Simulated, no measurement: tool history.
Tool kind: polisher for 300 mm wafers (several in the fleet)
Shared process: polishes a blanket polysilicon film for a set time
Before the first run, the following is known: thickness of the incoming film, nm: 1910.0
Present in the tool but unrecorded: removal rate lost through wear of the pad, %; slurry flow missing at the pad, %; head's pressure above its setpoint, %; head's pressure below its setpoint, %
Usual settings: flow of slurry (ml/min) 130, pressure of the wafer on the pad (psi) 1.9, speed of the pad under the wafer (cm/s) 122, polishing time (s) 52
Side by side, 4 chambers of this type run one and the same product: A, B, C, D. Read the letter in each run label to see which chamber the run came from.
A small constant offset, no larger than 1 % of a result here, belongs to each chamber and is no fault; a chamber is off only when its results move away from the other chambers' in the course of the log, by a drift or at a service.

| run | hour | flow of slurry (ml/min) | pressure of the wafer on the pad (psi) | speed of the pad under the wafer (cm/s) | polishing time (s) | wafers polished on this pad | hours since the slurry nozzle was cleaned | hours since the head pressure was calibrated | film removed (nm) |
|---|---|---|---|---|---|---|---|---|---|
| 1C | 3.4 | 130 | 1.9 | 122 | 52 | 552 | 245.8 | 96.1 | 373.67 |
| 2B | 6.6 | 130 | 1.9 | 122 | 52 | 142 | 385.4 | 322.2 | 369.33 |
| 3D | 9.5 | 130 | 1.9 | 122 | 52 | 938 | 25.3 | 1276.7 | 371.46 |
| 4A | 13.8 | 130 | 1.9 | 122 | 52 | 566 | 437.8 | 1050.2 | 371.52 |
|  | 15.9 | chamber A: worn pad replaced by a new one |
| 5C | 17 | 130 | 1.9 | 122 | 52 | 691 | 259.4 | 109.7 | 370.06 |
| 6D | 21.1 | 130 | 1.9 | 122 | 52 | 1057 | 36.9 | 1288.3 | 370.53 |
| 7B | 23.9 | 130 | 1.9 | 122 | 52 | 320 | 402.7 | 339.5 | 371.13 |
| 8A | 28.5 | 130 | 1.9 | 122 | 52 | 129 | 452.5 | 1064.9 | 370.83 |
|  | 30.1 | chamber D: worn pad replaced by a new one |
| 9B | 32 | 130 | 1.9 | 122 | 52 | 403 | 410.8 | 347.6 | 370.57 |
| 10C | 35.8 | 130 | 1.9 | 122 | 52 | 884 | 278.2 | 128.5 | 375.42 |
| 11D | 38.1 | 130 | 1.9 | 122 | 52 | 82 | 53.9 | 1305.3 | 367.78 |
|  | 38.8 | chamber C: worn pad replaced by a new one |
| 12A | 42.1 | 130 | 1.9 | 122 | 52 | 269 | 466.1 | 1078.5 | 368.27 |
| 13D | 45.4 | 130 | 1.9 | 122 | 52 | 157 | 61.2 | 1312.6 | 374.19 |
| 14C | 49.9 | 130 | 1.9 | 122 | 52 | 114 | 292.3 | 142.6 | 374.09 |
|  | 51.2 | chamber D: head pressure recalibrated |
| 15A | 54.6 | 130 | 1.9 | 122 | 52 | 397 | 478.6 | 1091 | 364.53 |
| 16B | 56.7 | 130 | 1.9 | 122 | 52 | 656 | 435.5 | 372.3 | 370.25 |
| 17D | 61.4 | 130 | 1.9 | 122 | 52 | 321 | 77.2 | 10.2 | 410.24 |
| 18B | 64 | 130 | 1.9 | 122 | 52 | 731 | 442.8 | 379.6 | 371.91 |
|  | 66.6 | chamber A: worn pad replaced by a new one |
| 19A | 68.5 | 130 | 1.9 | 122 | 52 | 19 | 492.5 | 1104.9 | 366.75 |
| 20C | 71.6 | 130 | 2.4 | 122 | 67 | 336 | 314 | 164.3 | 607.34 |
| 21D | 73.9 | 130 | 2.4 | 122 | 67 | 449 | 89.7 | 22.7 | 640.46 |
| 22B | 77.8 | 130 | 2.4 | 122 | 67 | 873 | 456.6 | 393.4 | 609.31 |
| 23C | 81.5 | 130 | 2.4 | 122 | 67 | 438 | 323.9 | 174.2 | 606.27 |
| 24A | 84 | 130 | 1.9 | 122 | 52 | 178 | 508 | 1120.4 | 369.32 |
|  | 84.7 | chamber B: worn pad replaced by a new one |
| 25B | 88.6 | 130 | 1.9 | 122 | 52 | 40 | 467.4 | 404.2 | 366.5 |
| 26C | 93.1 | 130 | 1.9 | 122 | 52 | 557 | 335.5 | 185.8 | 372.2 |
| 27D | 95.3 | 130 | 1.9 | 122 | 52 | 669 | 111.1 | 44.1 | 403.25 |
| 28A | 100.1 | 130 | 1.9 | 122 | 61 | 343 | 524.1 | 1136.5 | 431.72 |
| 29D | 103.9 | 130 | 1.9 | 122 | 61 | 757 | 119.7 | 52.7 | 473.79 |
|  | 106.2 | chamber C: slurry nozzle cleaned |
| 30A | 108.2 | 130 | 1.9 | 122 | 61 | 427 | 532.2 | 1144.6 | 432 |
| 31B | 112.6 | 130 | 1.9 | 122 | 61 | 286 | 491.4 | 428.2 | 438.44 |
| 32C | 116.5 | 130 | 1.9 | 84 | 52 | 797 | 10.3 | 209.2 | 256.67 |
| 33D | 120.2 | 130 | 1.9 | 84 | 52 | 924 | 136 | 69 | 277.94 |
| 34B | 122.3 | 130 | 1.9 | 84 | 52 | 385 | 501.1 | 437.9 | 251.57 |
|  | 123.9 | chamber A: worn pad replaced by a new one |
| 35A | 125.2 | 130 | 1.9 | 84 | 52 | 13 | 549.2 | 1161.6 | 258.97 |
| 36C | 127.7 | 130 | 1.9 | 122 | 52 | 912 | 21.5 | 220.4 | 368.6 |
| 37B | 130.2 | 155 | 1.9 | 122 | 52 | 467 | 509 | 445.8 | 387.47 |
|  | 133.7 | chamber C: worn pad replaced by a new one |
| 38C | 133.9 | 155 | 1.9 | 122 | 52 | 2 | 27.7 | 226.6 | 384.11 |
| 39D | 136.6 | 155 | 1.9 | 122 | 52 | 1092 | 152.4 | 85.4 | 415.92 |
| 40A | 139.1 | 155 | 1.9 | 122 | 52 | 156 | 563.1 | 1175.5 | 387.75 |
|  | 141.7 | chamber D: worn pad replaced by a new one |
| 41B | 142.1 | 130 | 1.9 | 110 | 52 | 589 | 520.9 | 457.7 | 329.58 |
| 42D | 146.2 | 130 | 1.9 | 110 | 52 | 47 | 162 | 95 | 363.73 |
| 43A | 150.9 | 130 | 1.9 | 110 | 52 | 277 | 574.9 | 1187.3 | 331.48 |
| 44C | 153.7 | 130 | 1.9 | 110 | 52 | 205 | 47.5 | 246.4 | 331.19 |

Which is it: a chamber that has drifted or been left off by a service, a gauge drift common to all chambers, or only each chamber's usual small offset? If a chamber is off, name it and its likeliest cause.

Chamber D came out of a service off from its peers and stayed that way.
Cause: head's pressure above its setpoint, % = 9.38.

Here are 4 candidates for chamber D's next run, each the usual settings with a change, their results left as question marks. Which one brings its results back in line with what the others give on the usual settings?
Maximum distance from the other chambers' mean on the usual settings for a result to count as in line: film removed (nm) 11
| 45D-1 | 157.1 | 130 | 1.9 | 124 | 53 |  |  |  | ? |
| 45D-2 | 157.1 | 130 | 1.9 | 112 | 52 |  |  |  | ? |
| 45D-3 | 157.1 | 130 | 1.9 | 122 | 56 |  |  |  | ? |
| 45D-4 | 157.1 | 130 | 1.9 | 120 | 52 |  |  |  | ? |

Mean of the other chambers on the usual settings: film removed (nm) 370.82
| run | film removed (nm) |
|---|---|
| 45D-1 | 418.3 |
| 45D-2 | 370.66 |
| 45D-3 | 434.85 |
| 45D-4 | 397.16 |
45D-2 brings the chamber back in line.
